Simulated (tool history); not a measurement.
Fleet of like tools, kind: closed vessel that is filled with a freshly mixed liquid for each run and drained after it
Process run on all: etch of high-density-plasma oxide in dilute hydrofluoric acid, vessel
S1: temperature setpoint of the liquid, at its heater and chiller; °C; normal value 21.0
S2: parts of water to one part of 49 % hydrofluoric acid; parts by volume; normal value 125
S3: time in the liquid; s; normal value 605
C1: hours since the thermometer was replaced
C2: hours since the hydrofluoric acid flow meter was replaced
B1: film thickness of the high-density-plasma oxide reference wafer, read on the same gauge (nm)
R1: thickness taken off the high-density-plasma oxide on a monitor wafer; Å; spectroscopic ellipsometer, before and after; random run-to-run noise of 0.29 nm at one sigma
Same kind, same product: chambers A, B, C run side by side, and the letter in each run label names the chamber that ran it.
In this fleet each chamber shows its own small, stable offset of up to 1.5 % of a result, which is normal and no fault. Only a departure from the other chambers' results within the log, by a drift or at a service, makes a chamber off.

run,hour,S1,S2,S3,C1,C2,B1,R1
1A,13.5,21.0,125,605,243.4,1464.8,69.990,364.62
2B,24.9,21.0,125,605,679.4,399.8,69.970,364.85
3C,36.3,21.0,125,605,1815.0,1498.7,69.953,362.93
4C,50.4,21.0,125,605,1829.1,1512.8,69.981,358.16
5A,63.9,21.0,125,605,293.8,1515.2,69.967,361.42
6B,72.9,23.5,125,470,727.4,447.8,70.012,308.77
7B,80.5,23.5,125,470,735.0,455.4,70.029,312.90
# hour 84.9: chamber C: thermometer replaced
8A,90.2,23.5,125,470,320.1,1541.5,69.964,310.34
9C,103.5,21.0,125,605,18.6,1565.9,69.994,358.01
10C,110.8,21.0,125,605,25.9,1573.2,69.951,363.88
11B,118.7,21.0,125,605,773.2,493.6,70.007,359.05
12A,129.4,21.0,125,605,359.3,1580.7,69.982,368.76
13B,138.8,21.0,125,605,793.3,513.7,70.033,362.96
14A,149.4,21.0,125,605,379.3,1600.7,69.948,367.16
15C,160.0,23.0,125,475,75.1,1622.4,69.991,306.15
16B,167.8,23.0,125,475,822.3,542.7,70.001,308.34
17C,181.3,23.0,125,475,96.4,1643.7,70.046,308.92
18A,191.9,21.0,125,605,421.8,1643.2,69.962,368.42
# hour 192.3: chamber B: hydrofluoric acid flow meter replaced
19B,204.7,21.0,125,605,859.2,12.5,69.995,367.95
20A,211.9,21.0,125,605,441.8,1663.2,69.924,373.73
21C,223.6,21.0,125,745,138.7,1686.0,69.943,442.27
22C,237.5,21.0,125,745,152.6,1699.9,69.988,446.62

For the next run the whole fleet of 3 chambers uses the same settings. Give each chamber's results:
23A,247.6,21.0,125,605,,,,?
23B,247.6,21.0,125,605,,,,?
23C,247.6,21.0,125,605,,,,?

run,R1
23A,384.19
23B,360.52
23C,359.88

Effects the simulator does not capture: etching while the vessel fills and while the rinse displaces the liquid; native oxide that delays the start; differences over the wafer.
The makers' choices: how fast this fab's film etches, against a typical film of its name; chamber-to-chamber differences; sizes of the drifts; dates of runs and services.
